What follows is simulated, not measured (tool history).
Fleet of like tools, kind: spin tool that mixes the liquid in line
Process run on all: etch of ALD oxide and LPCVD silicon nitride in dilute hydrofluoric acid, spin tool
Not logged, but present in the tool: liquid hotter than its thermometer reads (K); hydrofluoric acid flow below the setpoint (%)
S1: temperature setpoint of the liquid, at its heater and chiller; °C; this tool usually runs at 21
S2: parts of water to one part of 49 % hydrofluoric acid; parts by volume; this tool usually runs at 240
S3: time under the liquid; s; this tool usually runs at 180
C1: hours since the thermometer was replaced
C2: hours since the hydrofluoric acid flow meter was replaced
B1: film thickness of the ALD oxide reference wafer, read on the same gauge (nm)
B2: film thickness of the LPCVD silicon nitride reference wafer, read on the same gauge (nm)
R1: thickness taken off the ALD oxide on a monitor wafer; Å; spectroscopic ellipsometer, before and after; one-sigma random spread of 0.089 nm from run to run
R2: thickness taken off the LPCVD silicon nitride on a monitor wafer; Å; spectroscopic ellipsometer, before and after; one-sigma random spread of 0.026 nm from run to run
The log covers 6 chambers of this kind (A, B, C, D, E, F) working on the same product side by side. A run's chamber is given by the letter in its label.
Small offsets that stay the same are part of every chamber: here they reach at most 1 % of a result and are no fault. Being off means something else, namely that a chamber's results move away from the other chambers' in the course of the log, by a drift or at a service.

run,day,S1,S2,S3,C1,C2,B1,B2,R1,R2
1C,0.196,21,240,180,467.9,478.5,70,90.005,137.75,3.3848
2B,0.546,21,240,180,1284.7,790.8,69.996,90.017,136.13,3.2147
3D,0.838,21,240,180,465.2,385.4,69.999,89.987,138.38,3.5971
4A,1.238,21,240,180,248.6,1192.1,70.018,89.993,136.91,3.3939
5E,1.467,19,240,180,218.8,47.7,70.013,90.012,126.52,3.2253
6F,1.721,19,240,180,913.8,1091.3,69.977,90.005,129.68,3.1153
7E,1.933,19,240,180,230,58.9,69.986,90.005,127.03,2.6669
8D,2.183,19,240,180,497.5,417.7,70,90.019,127.24,2.8006
9A,2.404,19,240,180,276.6,1220.1,69.991,90.006,125.33,3.1361
10F,2.817,19,240,180,940.1,1117.6,69.976,89.997,128.54,3.15
11C,3.154,21,240,180,538.9,549.5,70.021,89.995,139.52,3.1745
# day 3.408: chamber D: thermometer replaced
12B,3.45,21,300,285,1354.4,860.5,70.013,89.989,163.54,4.0218
13A,3.829,21,300,285,310.8,1254.3,69.997,89.995,163.74,3.9106
14E,4.254,21,300,285,285.7,114.6,70.019,89.992,164.11,4.3103
15C,4.675,21,300,285,575.4,586,69.974,89.981,165.51,4.6974
16F,5.029,21,300,285,993.2,1170.7,70.001,89.997,167.85,3.6236
17B,5.296,21,300,285,1398.7,904.8,70.001,90,162.53,3.8773
18D,5.667,21,240,180,54.2,501.3,70.002,90.002,135.79,3.2582
19D,5.954,21,240,180,61.1,508.2,70.011,90.007,137.89,2.7826
20E,6.238,21,240,180,333.3,162.2,69.976,90.001,138.4,3.2581
21A,6.421,21,240,180,373,1316.5,70.004,90.012,138,3.0338
22C,6.662,21,240,180,623.1,633.7,69.974,90.005,139.68,3.1278
23F,6.988,21,240,180,1040.2,1217.7,69.989,89.999,138.08,3.2445
24B,7.325,21,240,180,1447.4,953.5,69.979,90.023,136.96,3.0324
25B,7.571,21,240,180,1453.3,959.4,70.008,89.995,136.29,3.3083
26C,7.762,21,240,180,649.5,660.1,70.003,89.992,137.64,2.9007
27D,8.121,21,240,180,113.1,560.2,70.009,89.99,136.11,3.1588
# day 8.304: chamber D: hydrofluoric acid flow meter replaced
28F,8.408,21,240,180,1074.3,1251.8,70.002,90.002,136.49,3.5292
# day 8.704: chamber B: thermometer replaced
29E,8.817,21,240,180,395.2,224.1,70.01,90.003,141.03,3.5293
30A,9.083,21,240,180,436.9,1380.4,70.027,90.016,134.97,3.1638
31D,9.475,21,240,180,145.6,28.1,70.03,89.992,136.48,3.5994
32F,9.8,21,240,180,1107.7,1285.2,69.997,90.012,137.78,3.2359
33B,10.029,21,240,180,31.9,1018.4,70.026,90.014,135.68,3.4474
34E,10.325,21,240,180,431.4,260.3,69.996,89.998,143.71,3.3116
35C,10.671,21,240,180,719.3,729.9,70.001,90.001,137.79,3.3382
36A,10.9,21,240,180,480.5,1424,69.99,90.012,138.01,3.1471
37B,11.292,21,240,180,62.2,1048.7,70.003,89.991,135.01,3.3993
# day 11.471: chamber F: hydrofluoric acid flow meter replaced
38D,11.658,21,125,180,198,80.5,69.981,90.002,300.74,6.9373
39A,11.846,21,125,180,503.2,1446.7,69.974,90.001,288.92,6.0774
40F,12.179,21,125,180,1164.8,17.1,70.001,90.029,294.32,5.8677
41E,12.446,21,125,180,482.3,311.2,70.009,90.007,310.16,6.4231
42C,12.729,21,125,180,768.7,779.3,69.998,90.007,300.59,6.3965

Is one chamber off against the others, does the gauge drift, or is nothing wrong? If a chamber is off, say which, and what the likeliest cause is.

Little by little, chamber E moves away from the other chambers.
Cause: liquid hotter than its thermometer reads (K) = 1.86.

Here are 4 candidates for chamber E's next run, each the usual settings with a change, their results left as question marks. Which one brings its results back in line with what the others give on the usual settings?
In line here means within this much of the mean the other chambers give on the usual settings: R1 3.1 Å; R2 0.93 Å
43E-1,13.033,20.5,235,175,,,,,?,?
43E-2,13.033,19.5,225,165,,,,,?,?
43E-3,13.033,21.5,245,185,,,,,?,?
43E-4,13.033,22.5,255,195,,,,,?,?

Usual-settings mean across the other chambers: R1 137.27 Å; R2 3.2817 Å
run,R1,R2
43E-1,142.92,3.5822
43E-2,136.8,3.3023
43E-3,148.92,3.8734
43E-4,154.9,4.181
Change 43E-2 lands the chamber within the allowed miss of the other chambers.

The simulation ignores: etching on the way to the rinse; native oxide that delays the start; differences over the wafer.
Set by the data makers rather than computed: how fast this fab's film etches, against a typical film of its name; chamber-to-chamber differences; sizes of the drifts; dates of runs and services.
